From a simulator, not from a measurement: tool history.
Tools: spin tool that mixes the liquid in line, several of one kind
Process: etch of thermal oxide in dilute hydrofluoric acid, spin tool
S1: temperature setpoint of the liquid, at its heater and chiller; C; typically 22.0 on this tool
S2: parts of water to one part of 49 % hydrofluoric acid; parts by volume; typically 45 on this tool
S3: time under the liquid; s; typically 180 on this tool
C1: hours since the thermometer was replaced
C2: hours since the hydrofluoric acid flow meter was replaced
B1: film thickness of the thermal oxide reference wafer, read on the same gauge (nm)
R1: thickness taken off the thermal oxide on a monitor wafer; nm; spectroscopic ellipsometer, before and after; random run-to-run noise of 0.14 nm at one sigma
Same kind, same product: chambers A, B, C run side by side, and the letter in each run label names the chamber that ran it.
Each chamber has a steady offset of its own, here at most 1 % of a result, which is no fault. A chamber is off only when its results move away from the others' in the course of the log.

run 1C hour=3.7 | S1=22.0 S2=45 S3=180 | C1=995.5 C2=382.3 | B1=119.98 | R1=18.695
run 2B hour=9.5 | S1=22.0 S2=45 S3=180 | C1=195.1 C2=997.1 | B1=120.01 | R1=18.763
run 3A hour=12.3 | S1=22.0 S2=45 S3=180 | C1=414.1 C2=699.6 | B1=120.04 | R1=18.809
run 4C hour=14.9 | S1=22.0 S2=45 S3=180 | C1=1006.7 C2=393.5 | B1=120.00 | R1=18.677
run 5B hour=19.3 | S1=22.0 S2=45 S3=180 | C1=204.9 C2=1006.9 | B1=119.98 | R1=18.947
run 6A hour=23.4 | S1=22.0 S2=45 S3=180 | C1=425.2 C2=710.7 | B1=120.01 | R1=18.945
run 7A hour=27.5 | S1=22.0 S2=45 S3=180 | C1=429.3 C2=714.8 | B1=120.02 | R1=18.661
run 8C hour=31.1 | S1=22.0 S2=45 S3=180 | C1=1022.9 C2=409.7 | B1=119.98 | R1=18.530
run 9B hour=35.0 | S1=22.0 S2=35 S3=255 | C1=220.6 C2=1022.6 | B1=120.00 | R1=34.376
run 10A hour=41.1 | S1=22.0 S2=35 S3=255 | C1=442.9 C2=728.4 | B1=120.04 | R1=35.158
run 11C hour=45.2 | S1=22.0 S2=35 S3=255 | C1=1037.0 C2=423.8 | B1=120.03 | R1=34.851
run 12B hour=48.7 | S1=22.0 S2=45 S3=180 | C1=234.3 C2=1036.3 | B1=119.97 | R1=19.098
run 13C hour=51.4 | S1=22.0 S2=45 S3=180 | C1=1043.2 C2=430.0 | B1=119.98 | R1=18.632
run 14A hour=56.1 | S1=22.0 S2=45 S3=180 | C1=457.9 C2=743.4 | B1=119.99 | R1=18.928
run 15B hour=61.1 | S1=22.0 S2=45 S3=180 | C1=246.7 C2=1048.7 | B1=119.99 | R1=18.818
run 16C hour=66.9 | S1=22.0 S2=45 S3=180 | C1=1058.7 C2=445.5 | B1=119.98 | R1=18.986
run 17A hour=71.9 | S1=22.0 S2=45 S3=180 | C1=473.7 C2=759.2 | B1=120.00 | R1=18.750
run 18B hour=74.8 | S1=22.0 S2=45 S3=180 | C1=260.4 C2=1062.4 | B1=120.05 | R1=18.927
run 19B hour=80.2 | S1=22.0 S2=45 S3=180 | C1=265.8 C2=1067.8 | B1=120.02 | R1=18.874
run 20A hour=83.3 | S1=22.0 S2=45 S3=180 | C1=485.1 C2=770.6 | B1=120.00 | R1=18.453
run 21C hour=86.8 | S1=22.0 S2=45 S3=180 | C1=1078.6 C2=465.4 | B1=119.96 | R1=18.677
run 22B hour=90.0 | S1=22.0 S2=45 S3=180 | C1=275.6 C2=1077.6 | B1=120.01 | R1=18.925
run 23C hour=92.8 | S1=22.0 S2=45 S3=180 | C1=1084.6 C2=471.4 | B1=120.04 | R1=18.812
-- hour=92.9 chamber B: hydrofluoric acid flow meter replaced
run 24A hour=96.9 | S1=22.0 S2=45 S3=180 | C1=498.7 C2=784.2 | B1=120.01 | R1=18.309
run 25C hour=100.9 | S1=22.0 S2=45 S3=180 | C1=1092.7 C2=479.5 | B1=120.02 | R1=18.644
run 26A hour=105.7 | S1=22.0 S2=45 S3=180 | C1=507.5 C2=793.0 | B1=120.05 | R1=18.022
run 27B hour=110.7 | S1=22.0 S2=45 S3=180 | C1=296.3 C2=17.9 | B1=120.03 | R1=18.657
run 28C hour=114.8 | S1=22.0 S2=45 S3=180 | C1=1106.6 C2=493.4 | B1=120.01 | R1=18.791
run 29A hour=119.9 | S1=22.0 S2=45 S3=180 | C1=521.7 C2=807.2 | B1=120.00 | R1=18.128
run 30B hour=124.8 | S1=22.0 S2=45 S3=180 | C1=310.4 C2=32.0 | B1=120.02 | R1=18.847
run 31A hour=130.2 | S1=22.0 S2=45 S3=180 | C1=532.0 C2=817.5 | B1=120.02 | R1=17.911
run 32C hour=134.5 | S1=25.0 S2=45 S3=180 | C1=1126.3 C2=513.1 | B1=120.00 | R1=21.012

Read the log: is a single chamber off, either drifting away or since a service, is the gauge that measures every chamber drifting, or is nothing wrong beyond small per-chamber offsets? Name any odd chamber and what most likely caused it.

One chamber, A, drifts off from the rest bit by bit.
Cause: liquid colder than its thermometer reads (K) = 1.07.
With only this log, it may be confused with: hydrofluoric acid flow below the setpoint (%).

Below are 4 candidate recipes for chamber A's next run, each the usual settings with a change, their results shown as question marks. Which of them brings A's results back in line with what the other chambers give on the usual settings?
Maximum distance from the other chambers' mean on the usual settings for a result to count as in line: R1 0.490 nm
run 33A-1 hour=138.8 | S1=23.0 S2=45 S3=180 | R1=?
run 33A-2 hour=138.8 | S1=22.0 S2=45 S3=165 | R1=?
run 33A-3 hour=138.8 | S1=24.5 S2=45 S3=180 | R1=?
run 33A-4 hour=138.8 | S1=21.0 S2=45 S3=180 | R1=?

The mean the other chambers reach with the usual settings: R1 18.801 nm
run=33A-1 R1=18.728
run=33A-2 R1=16.473
run=33A-3 R1=19.922
run=33A-4 R1=17.230
33A-1 is the one that brings the chamber's results back in line with the other chambers.
